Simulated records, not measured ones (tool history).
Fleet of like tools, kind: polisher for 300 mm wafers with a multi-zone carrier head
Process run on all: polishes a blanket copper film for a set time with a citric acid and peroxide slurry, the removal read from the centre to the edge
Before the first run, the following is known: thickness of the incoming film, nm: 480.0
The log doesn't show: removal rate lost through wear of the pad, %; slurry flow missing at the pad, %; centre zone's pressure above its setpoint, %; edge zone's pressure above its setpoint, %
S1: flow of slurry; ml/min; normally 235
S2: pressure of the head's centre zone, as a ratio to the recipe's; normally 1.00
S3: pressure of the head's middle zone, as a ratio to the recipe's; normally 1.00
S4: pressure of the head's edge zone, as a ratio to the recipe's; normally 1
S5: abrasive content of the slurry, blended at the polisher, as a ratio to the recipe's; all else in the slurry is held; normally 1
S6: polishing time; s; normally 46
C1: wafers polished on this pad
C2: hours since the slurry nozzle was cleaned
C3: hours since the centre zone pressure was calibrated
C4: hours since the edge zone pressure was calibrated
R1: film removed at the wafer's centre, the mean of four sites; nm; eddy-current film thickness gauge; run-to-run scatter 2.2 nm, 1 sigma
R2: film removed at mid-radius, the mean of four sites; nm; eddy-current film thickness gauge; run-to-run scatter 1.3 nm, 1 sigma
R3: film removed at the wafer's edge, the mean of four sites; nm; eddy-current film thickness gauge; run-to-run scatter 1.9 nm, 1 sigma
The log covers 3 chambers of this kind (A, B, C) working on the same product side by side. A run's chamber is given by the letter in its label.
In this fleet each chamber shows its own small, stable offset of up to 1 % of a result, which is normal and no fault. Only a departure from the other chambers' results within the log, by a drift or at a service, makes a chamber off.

run   hour   S1    S2    S3  S4  S5  S6    C1     C2      C3      C4      R1      R2      R3
       3.7  -- chamber C: worn pad replaced by a new one
       6.9  -- chamber A: worn pad replaced by a new one
 1A    8.6  235  1.00  1.00   1   1  46    16  268.9   630.7   651.5  204.76  204.67  204.15
 2C   16.8  235  1.00  1.00   1   1  46   124  374.4    75.6   533.9  207.78  202.91  205.63
 3B   23.8  235  1.00  1.00   1   1  46  1179   29.3  1172.1   839.4  204.34  205.57  205.32
 4A   29.3  235  1.00  1.00   1   1  46   212  289.6   651.4   672.2  206.63  208.16  203.39
 5B   35.3  235  1.00  1.00   1   1  46  1288   40.8  1183.6   850.9  202.86  205.40  204.87
 6C   41.2  235  1.00  1.00   1   1  46   356  398.8   100.0   558.3  205.72  202.55  203.79
 7C   47.4  235  1.00  1.00   1   1  46   414  405.0   106.2   564.5  202.45  203.58  204.86
 8A   57.2  235  1.00  1.00   1   1  46   477  317.5   679.3   700.1  203.15  204.64  201.76
 9B   65.6  235  1.00  1.00   1   1  46  1575   71.1  1213.9   881.2  207.03  203.98  204.65
      67.6  -- chamber B: worn pad replaced by a new one
10B   75.4  235  1.00  1.00   1   1  46    74   80.9  1223.7   891.0  203.17  204.02  205.31
11A   84.2  235  1.00  1.00   1   1  46   733  344.5   706.3   727.1  204.72  204.48  204.46
12C   92.8  235  1.00  1.00   1   1  46   845  450.4   151.6   609.9  205.31  202.11  207.53
      99.4  -- chamber C: slurry nozzle cleaned
13B   99.5  235  1.00  1.00   1   1  46   302  105.0  1247.8   915.1  207.12  203.65  202.94
14C  106.1  235  1.00  1.00   1   1  46   971    6.8   164.9   623.2  200.94  202.83  206.62
15A  111.1  235  1.00  1.00   1   1  46   988  371.4   733.2   754.0  201.24  205.18  203.90
     116.2  -- chamber C: worn pad replaced by a new one
     116.4  -- chamber A: worn pad replaced by a new one
16C  120.4  235  1.00  1.00   1   1  46    40   21.1   179.2   637.5  203.31  203.91  203.25
     122.5  -- chamber B: centre zone pressure recalibrated
17B  129.0  235  1.00  1.00   1   1  46   582  134.5     6.5   944.6  205.58  203.91  201.76
18A  134.6  235  1.00  1.00   1   1  46   173  394.9   756.7   777.5  201.19  205.05  205.11
19A  141.7  235  1.09  1.00   1   1  46   240  402.0   763.8   784.6  221.71  204.21  200.06
20B  150.7  235  1.09  1.00   1   1  46   788  156.2    28.2   966.3  228.99  202.54  201.99
21C  158.1  235  1.09  1.00   1   1  46   398   58.8   216.9   675.2  227.16  200.96  207.95
22B  163.0  235  1.00  1.00   1   1  46   904  168.5    40.5   978.6  205.40  204.02  199.53
23A  171.5  235  1.00  1.00   1   1  46   523  431.8   793.6   814.4  204.50  204.53  204.77
24C  179.7  235  1.00  1.00   1   1  46   602   80.4   238.5   696.8  202.95  202.29  207.48
25C  184.7  235  1.00  1.00   1   1  46   650   85.4   243.5   701.8  205.40  202.27  207.20
26B  194.0  235  1.00  1.00   1   1  46  1198  199.5    71.5  1009.6  200.97  203.65  208.84
27A  202.5  310  1.00  1.12   1   1  46   816  462.8   824.6   845.4  215.17  232.74  211.12
28A  209.3  310  1.00  1.12   1   1  46   881  469.6   831.4   852.2  214.54  235.00  209.87

Read the log: is a single chamber off, either drifting away or since a service, is the gauge that measures every chamber drifting, or is nothing wrong beyond small per-chamber offsets? Name any odd chamber and what most likely caused it.

No chamber stands off beyond its own small offset, and the gauge holds steady.

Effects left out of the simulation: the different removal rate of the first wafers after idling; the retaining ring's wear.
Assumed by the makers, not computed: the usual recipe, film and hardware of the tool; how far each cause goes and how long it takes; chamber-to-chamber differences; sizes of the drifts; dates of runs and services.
